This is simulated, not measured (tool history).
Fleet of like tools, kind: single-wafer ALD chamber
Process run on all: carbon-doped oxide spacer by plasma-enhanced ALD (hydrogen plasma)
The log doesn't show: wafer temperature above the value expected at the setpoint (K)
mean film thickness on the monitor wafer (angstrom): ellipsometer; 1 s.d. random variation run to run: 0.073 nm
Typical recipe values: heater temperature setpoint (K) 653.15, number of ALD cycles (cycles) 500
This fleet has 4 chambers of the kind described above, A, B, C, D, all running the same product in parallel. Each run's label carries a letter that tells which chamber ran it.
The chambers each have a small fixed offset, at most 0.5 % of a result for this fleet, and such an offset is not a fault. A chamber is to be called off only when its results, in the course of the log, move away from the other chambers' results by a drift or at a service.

run	day	heater temperature setpoint (K)	number of ALD cycles (cycles)	hours since the last thermocouple change	read-back reference wafer on the same gauge, thickness_nm	mean film thickness on the monitor wafer (angstrom)
1B	0.279	653.15	500	1963.3	23.196	250.23
2A	0.554	653.15	500	422.1	23.208	250.19
3D	0.762	653.15	500	506.8	23.200	250.86
4C	0.975	653.15	500	788.4	23.191	250.85
5D	1.271	667.15	500	519.0	23.210	250.77
6C	1.604	667.15	500	803.5	23.212	250.20
7B	1.971	667.15	500	2003.9	23.202	249.12
8A	2.204	667.15	500	461.7	23.206	249.42
9C	2.417	653.15	500	823.0	23.192	250.59
10A	2.692	653.15	500	473.4	23.182	250.69
11D	2.983	653.15	500	560.1	23.187	250.48
12B	3.358	653.15	500	2037.2	23.200	249.84
13D	3.700	653.15	500	577.3	23.219	249.90
14B	4.079	653.15	500	2054.5	23.203	249.15
15A	4.392	661.15	500	514.2	23.203	249.52
16C	4.654	661.15	500	876.7	23.199	249.62
17A	4.992	661.15	500	528.6	23.189	249.75
18C	5.288	661.15	500	891.9	23.202	250.29
19B	5.508	653.15	500	2088.8	23.208	249.93
20D	5.850	653.15	500	628.9	23.201	250.09
21C	6.029	653.15	500	909.7	23.201	249.57
22A	6.208	666.15	420	557.8	23.195	209.94
# day 6.333: chamber B: thermocouple changed; heater temperature recalibrated
23D	6.542	666.15	420	645.5	23.190	209.17
24B	6.925	666.15	420	14.2	23.197	209.24
25A	7.283	666.15	420	583.6	23.198	210.68
26D	7.633	653.15	500	671.7	23.214	249.92
27C	7.996	653.15	500	956.9	23.199	250.10
28B	8.354	653.15	500	48.5	23.183	249.45
29A	8.721	653.15	500	618.1	23.199	250.33
30B	9.104	653.15	500	66.5	23.190	251.48

Has any chamber moved away from the others, gradually or after a service, or does the common gauge drift, or do the chambers differ only by their own small steady offsets? State the chamber and the most likely cause if one applies.

Beyond each chamber's small constant offset nothing stands out, and the gauge stays steady.
